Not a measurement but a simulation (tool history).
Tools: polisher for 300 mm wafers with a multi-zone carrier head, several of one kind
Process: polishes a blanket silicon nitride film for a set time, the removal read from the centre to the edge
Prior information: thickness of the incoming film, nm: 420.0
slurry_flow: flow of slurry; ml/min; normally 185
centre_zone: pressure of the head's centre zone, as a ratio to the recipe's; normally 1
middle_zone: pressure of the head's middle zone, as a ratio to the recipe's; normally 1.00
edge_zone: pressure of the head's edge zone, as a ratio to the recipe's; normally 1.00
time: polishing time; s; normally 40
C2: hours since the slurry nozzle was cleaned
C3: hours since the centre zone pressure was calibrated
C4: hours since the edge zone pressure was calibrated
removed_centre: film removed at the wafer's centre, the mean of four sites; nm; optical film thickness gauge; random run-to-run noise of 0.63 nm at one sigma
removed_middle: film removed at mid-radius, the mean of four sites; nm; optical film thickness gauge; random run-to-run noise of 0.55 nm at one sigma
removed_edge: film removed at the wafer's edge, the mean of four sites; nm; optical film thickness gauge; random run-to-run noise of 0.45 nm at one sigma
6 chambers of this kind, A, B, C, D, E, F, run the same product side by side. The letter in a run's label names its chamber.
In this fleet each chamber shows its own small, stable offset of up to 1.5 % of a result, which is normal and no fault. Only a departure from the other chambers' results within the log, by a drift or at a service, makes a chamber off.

run 1E hour=7.9 | slurry_flow=185 centre_zone=1 middle_zone=1.00 edge_zone=1.00 time=40 | wafers_polished_on_this_pad=629 C2=204.6 C3=400.9 C4=213.3 | removed_centre=48.424 removed_middle=50.267 removed_edge=48.710
run 2B hour=17.2 | slurry_flow=185 centre_zone=1 middle_zone=1.00 edge_zone=1.00 time=40 | wafers_polished_on_this_pad=551 C2=291.0 C3=172.4 C4=111.6 | removed_centre=48.090 removed_middle=48.620 removed_edge=49.716
-- hour=22.7 chamber D: worn pad replaced by a new one
-- hour=25.7 chamber A: worn pad replaced by a new one
run 3F hour=27.1 | slurry_flow=185 centre_zone=1 middle_zone=1.00 edge_zone=1.00 time=40 | wafers_polished_on_this_pad=1127 C2=307.5 C3=120.0 C4=281.4 | removed_centre=48.919 removed_middle=48.715 removed_edge=48.728
-- hour=32.8 chamber F: worn pad replaced by a new one
run 4A hour=37.5 | slurry_flow=185 centre_zone=1 middle_zone=1.00 edge_zone=1.00 time=40 | wafers_polished_on_this_pad=200 C2=146.8 C3=76.2 C4=811.3 | removed_centre=50.264 removed_middle=49.391 removed_edge=49.073
-- hour=39.1 chamber E: worn pad replaced by a new one
-- hour=40.1 chamber E: slurry nozzle cleaned
-- hour=44.9 chamber B: worn pad replaced by a new one
run 5D hour=47.0 | slurry_flow=185 centre_zone=1 middle_zone=1.00 edge_zone=1.00 time=40 | wafers_polished_on_this_pad=413 C2=444.9 C3=244.5 C4=956.6 | removed_centre=49.287 removed_middle=49.850 removed_edge=49.255
-- hour=49.2 chamber D: slurry nozzle cleaned
-- hour=49.7 chamber C: worn pad replaced by a new one
run 6C hour=56.6 | slurry_flow=185 centre_zone=1 middle_zone=1.00 edge_zone=1.00 time=40 | wafers_polished_on_this_pad=117 C2=172.2 C3=1141.0 C4=1062.8 | removed_centre=48.937 removed_middle=49.483 removed_edge=49.105
run 7C hour=61.5 | slurry_flow=185 centre_zone=1 middle_zone=1.00 edge_zone=1.00 time=40 | wafers_polished_on_this_pad=200 C2=177.1 C3=1145.9 C4=1067.7 | removed_centre=49.360 removed_middle=49.407 removed_edge=49.438
run 8A hour=69.7 | slurry_flow=185 centre_zone=1 middle_zone=1.00 edge_zone=1.00 time=40 | wafers_polished_on_this_pad=746 C2=179.0 C3=108.4 C4=843.5 | removed_centre=49.983 removed_middle=48.852 removed_edge=48.059
run 9E hour=76.2 | slurry_flow=185 centre_zone=1 middle_zone=1.00 edge_zone=1.00 time=40 | wafers_polished_on_this_pad=629 C2=36.2 C3=469.2 C4=281.6 | removed_centre=48.242 removed_middle=49.826 removed_edge=49.328
run 10F hour=83.5 | slurry_flow=185 centre_zone=1 middle_zone=1.00 edge_zone=1.00 time=40 | wafers_polished_on_this_pad=859 C2=363.9 C3=176.4 C4=337.8 | removed_centre=48.738 removed_middle=49.081 removed_edge=48.901
-- hour=88.7 chamber D: worn pad replaced by a new one
-- hour=90.1 chamber A: worn pad replaced by a new one
run 11D hour=93.0 | slurry_flow=185 centre_zone=1 middle_zone=1.00 edge_zone=1.00 time=40 | wafers_polished_on_this_pad=73 C2=43.8 C3=290.5 C4=1002.6 | removed_centre=49.716 removed_middle=49.935 removed_edge=48.249
run 12B hour=101.1 | slurry_flow=185 centre_zone=1 middle_zone=1.00 edge_zone=1.00 time=40 | wafers_polished_on_this_pad=952 C2=374.9 C3=256.3 C4=195.5 | removed_centre=50.162 removed_middle=48.747 removed_edge=48.882
-- hour=103.7 chamber C: worn pad replaced by a new one
-- hour=107.1 chamber E: worn pad replaced by a new one
run 13D hour=111.2 | slurry_flow=185 centre_zone=1 middle_zone=1.00 edge_zone=1.00 time=40 | wafers_polished_on_this_pad=382 C2=62.0 C3=308.7 C4=1020.8 | removed_centre=49.860 removed_middle=49.078 removed_edge=48.954
-- hour=111.5 chamber B: worn pad replaced by a new one
-- hour=111.8 chamber A: slurry nozzle cleaned
-- hour=115.1 chamber F: worn pad replaced by a new one
run 14B hour=120.7 | slurry_flow=185 centre_zone=1 middle_zone=1.00 edge_zone=1.00 time=40 | wafers_polished_on_this_pad=157 C2=394.5 C3=275.9 C4=215.1 | removed_centre=49.820 removed_middle=49.303 removed_edge=49.816
run 15C hour=130.8 | slurry_flow=185 centre_zone=1 middle_zone=1.00 edge_zone=1.00 time=40 | wafers_polished_on_this_pad=459 C2=246.4 C3=1215.2 C4=1137.0 | removed_centre=48.651 removed_middle=49.096 removed_edge=49.702
run 16F hour=139.4 | slurry_flow=185 centre_zone=1 middle_zone=1.00 edge_zone=1.00 time=40 | wafers_polished_on_this_pad=412 C2=419.8 C3=232.3 C4=393.7 | removed_centre=50.099 removed_middle=48.931 removed_edge=49.597
-- hour=142.7 chamber D: worn pad replaced by a new one
-- hour=143.0 chamber A: worn pad replaced by a new one
run 17E hour=147.3 | slurry_flow=185 centre_zone=1 middle_zone=1.00 edge_zone=1.00 time=40 | wafers_polished_on_this_pad=681 C2=107.3 C3=540.3 C4=352.7 | removed_centre=48.034 removed_middle=50.080 removed_edge=49.462
run 18A hour=155.8 | slurry_flow=185 centre_zone=1 middle_zone=1.00 edge_zone=1.00 time=40 | wafers_polished_on_this_pad=217 C2=44.1 C3=194.5 C4=929.6 | removed_centre=49.745 removed_middle=49.039 removed_edge=48.709
run 19E hour=164.9 | slurry_flow=185 centre_zone=1 middle_zone=1.00 edge_zone=1.00 time=40 | wafers_polished_on_this_pad=979 C2=124.9 C3=557.9 C4=370.3 | removed_centre=48.718 removed_middle=49.763 removed_edge=49.274
-- hour=170.1 chamber E: worn pad replaced by a new one
-- hour=170.8 chamber A: edge zone pressure recalibrated
-- hour=171.9 chamber C: worn pad replaced by a new one
run 20C hour=174.6 | slurry_flow=185 centre_zone=1 middle_zone=1.00 edge_zone=1.00 time=40 | wafers_polished_on_this_pad=46 C2=290.2 C3=1259.0 C4=1180.8 | removed_centre=48.223 removed_middle=49.542 removed_edge=49.579
run 21B hour=179.9 | slurry_flow=185 centre_zone=1 middle_zone=1.00 edge_zone=1.00 time=40 | wafers_polished_on_this_pad=1160 C2=453.7 C3=335.1 C4=274.3 | removed_centre=48.993 removed_middle=48.693 removed_edge=49.015
-- hour=181.6 chamber B: worn pad replaced by a new one
run 22A hour=189.4 | slurry_flow=185 centre_zone=1 middle_zone=1.00 edge_zone=1.00 time=40 | wafers_polished_on_this_pad=786 C2=77.7 C3=228.1 C4=18.6 | removed_centre=49.024 removed_middle=49.414 removed_edge=48.793
-- hour=191.1 chamber F: worn pad replaced by a new one
run 23F hour=195.5 | slurry_flow=185 centre_zone=1 middle_zone=1.00 edge_zone=1.00 time=40 | wafers_polished_on_this_pad=75 C2=475.9 C3=288.4 C4=449.8 | removed_centre=49.987 removed_middle=49.068 removed_edge=48.935
-- hour=197.7 chamber D: worn pad replaced by a new one
run 24D hour=202.2 | slurry_flow=245 centre_zone=1 middle_zone=1.00 edge_zone=1.00 time=29 | wafers_polished_on_this_pad=77 C2=153.0 C3=399.7 C4=1111.8 | removed_centre=37.136 removed_middle=36.871 removed_edge=36.794
run 25A hour=208.0 | slurry_flow=245 centre_zone=1 middle_zone=1.00 edge_zone=1.00 time=29 | wafers_polished_on_this_pad=1102 C2=96.3 C3=246.7 C4=37.2 | removed_centre=36.528 removed_middle=36.523 removed_edge=36.181
-- hour=212.5 chamber C: edge zone pressure recalibrated
-- hour=212.8 chamber A: worn pad replaced by a new one
run 26E hour=218.2 | slurry_flow=245 centre_zone=1 middle_zone=1.00 edge_zone=1.00 time=29 | wafers_polished_on_this_pad=816 C2=178.2 C3=611.2 C4=423.6 | removed_centre=37.483 removed_middle=38.192 removed_edge=36.401
run 27B hour=227.9 | slurry_flow=245 centre_zone=1 middle_zone=1.00 edge_zone=1.00 time=29 | wafers_polished_on_this_pad=785 C2=501.7 C3=383.1 C4=322.3 | removed_centre=37.207 removed_middle=37.071 removed_edge=36.944
-- hour=236.2 chamber C: worn pad replaced by a new one
-- hour=236.2 chamber E: worn pad replaced by a new one
run 28D hour=238.3 | slurry_flow=245 centre_zone=1 middle_zone=1.00 edge_zone=1.00 time=29 | wafers_polished_on_this_pad=689 C2=189.1 C3=435.8 C4=1147.9 | removed_centre=37.444 removed_middle=37.436 removed_edge=37.146
-- hour=241.9 chamber B: worn pad replaced by a new one
run 29F hour=244.2 | slurry_flow=245 centre_zone=1 middle_zone=1.00 edge_zone=1.00 time=29 | wafers_polished_on_this_pad=900 C2=524.6 C3=337.1 C4=498.5 | removed_centre=37.127 removed_middle=37.218 removed_edge=36.636
-- hour=248.0 chamber F: slurry nozzle cleaned
run 30C hour=249.3 | slurry_flow=185 centre_zone=1 middle_zone=1.00 edge_zone=1.00 time=40 | wafers_polished_on_this_pad=222 C2=364.9 C3=1333.7 C4=36.8 | removed_centre=48.670 removed_middle=49.036 removed_edge=49.498
-- hour=256.3 chamber D: worn pad replaced by a new one
run 31A hour=258.2 | slurry_flow=185 centre_zone=1 middle_zone=1.00 edge_zone=1.00 time=40 | wafers_polished_on_this_pad=770 C2=146.5 C3=296.9 C4=87.4 | removed_centre=48.703 removed_middle=49.106 removed_edge=49.074
run 32D hour=265.3 | slurry_flow=185 centre_zone=1 middle_zone=1.00 edge_zone=1.00 time=40 | wafers_polished_on_this_pad=154 C2=216.1 C3=462.8 C4=1174.9 | removed_centre=49.638 removed_middle=50.512 removed_edge=49.072
run 33B hour=270.4 | slurry_flow=185 centre_zone=1 middle_zone=1.00 edge_zone=1.00 time=40 | wafers_polished_on_this_pad=483 C2=544.2 C3=425.6 C4=364.8 | removed_centre=48.246 removed_middle=48.930 removed_edge=48.912
-- hour=277.3 chamber F: worn pad replaced by a new one
run 34F hour=280.3 | slurry_flow=185 centre_zone=1 middle_zone=1.05 edge_zone=1.00 time=40 | wafers_polished_on_this_pad=52 C2=32.4 C3=373.2 C4=534.6 | removed_centre=48.932 removed_middle=50.823 removed_edge=49.246
-- hour=283.1 chamber E: slurry nozzle cleaned
run 35C hour=287.3 | slurry_flow=185 centre_zone=1 middle_zone=1.05 edge_zone=1.00 time=40 | wafers_polished_on_this_pad=866 C2=402.9 C3=1371.7 C4=74.8 | removed_centre=49.155 removed_middle=51.659 removed_edge=49.497
-- hour=290.4 chamber E: worn pad replaced by a new one
run 36E hour=293.8 | slurry_flow=185 centre_zone=1 middle_zone=1.05 edge_zone=1.00 time=40 | wafers_polished_on_this_pad=58 C2=10.8 C3=686.8 C4=499.2 | removed_centre=48.372 removed_middle=50.999 removed_edge=48.927
run 37E hour=304.1 | slurry_flow=185 centre_zone=1 middle_zone=1.05 edge_zone=1.00 time=40 | wafers_polished_on_this_pad=233 C2=21.1 C3=697.1 C4=509.5 | removed_centre=47.959 removed_middle=52.435 removed_edge=49.760
-- hour=304.8 chamber B: worn pad replaced by a new one
run 38B hour=309.6 | slurry_flow=185 centre_zone=1 middle_zone=1.05 edge_zone=1.00 time=40 | wafers_polished_on_this_pad=82 C2=583.4 C3=464.8 C4=404.0 | removed_centre=49.345 removed_middle=50.629 removed_edge=48.805

For the next run the whole fleet of 6 chambers uses the same settings. Give each chamber's results:
run 39A hour=317.2 | slurry_flow=185 centre_zone=1 middle_zone=1.00 edge_zone=1.07 time=40 | removed_centre=? removed_middle=? removed_edge=?
run 39B hour=317.2 | slurry_flow=185 centre_zone=1 middle_zone=1.00 edge_zone=1.07 time=40 | removed_centre=? removed_middle=? removed_edge=?
run 39C hour=317.2 | slurry_flow=185 centre_zone=1 middle_zone=1.00 edge_zone=1.07 time=40 | removed_centre=? removed_middle=? removed_edge=?
run 39D hour=317.2 | slurry_flow=185 centre_zone=1 middle_zone=1.00 edge_zone=1.07 time=40 | removed_centre=? removed_middle=? removed_edge=?
run 39E hour=317.2 | slurry_flow=185 centre_zone=1 middle_zone=1.00 edge_zone=1.07 time=40 | removed_centre=? removed_middle=? removed_edge=?
run 39F hour=317.2 | slurry_flow=185 centre_zone=1 middle_zone=1.00 edge_zone=1.07 time=40 | removed_centre=? removed_middle=? removed_edge=?

run=39A removed_centre=47.275 removed_middle=49.402 removed_edge=50.360
run=39B removed_centre=49.313 removed_middle=48.707 removed_edge=51.604
run=39C removed_centre=48.354 removed_middle=49.293 removed_edge=51.123
run=39D removed_centre=49.205 removed_middle=49.882 removed_edge=50.531
run=39E removed_centre=48.981 removed_middle=49.322 removed_edge=51.416
run=39F removed_centre=49.796 removed_middle=48.831 removed_edge=51.212

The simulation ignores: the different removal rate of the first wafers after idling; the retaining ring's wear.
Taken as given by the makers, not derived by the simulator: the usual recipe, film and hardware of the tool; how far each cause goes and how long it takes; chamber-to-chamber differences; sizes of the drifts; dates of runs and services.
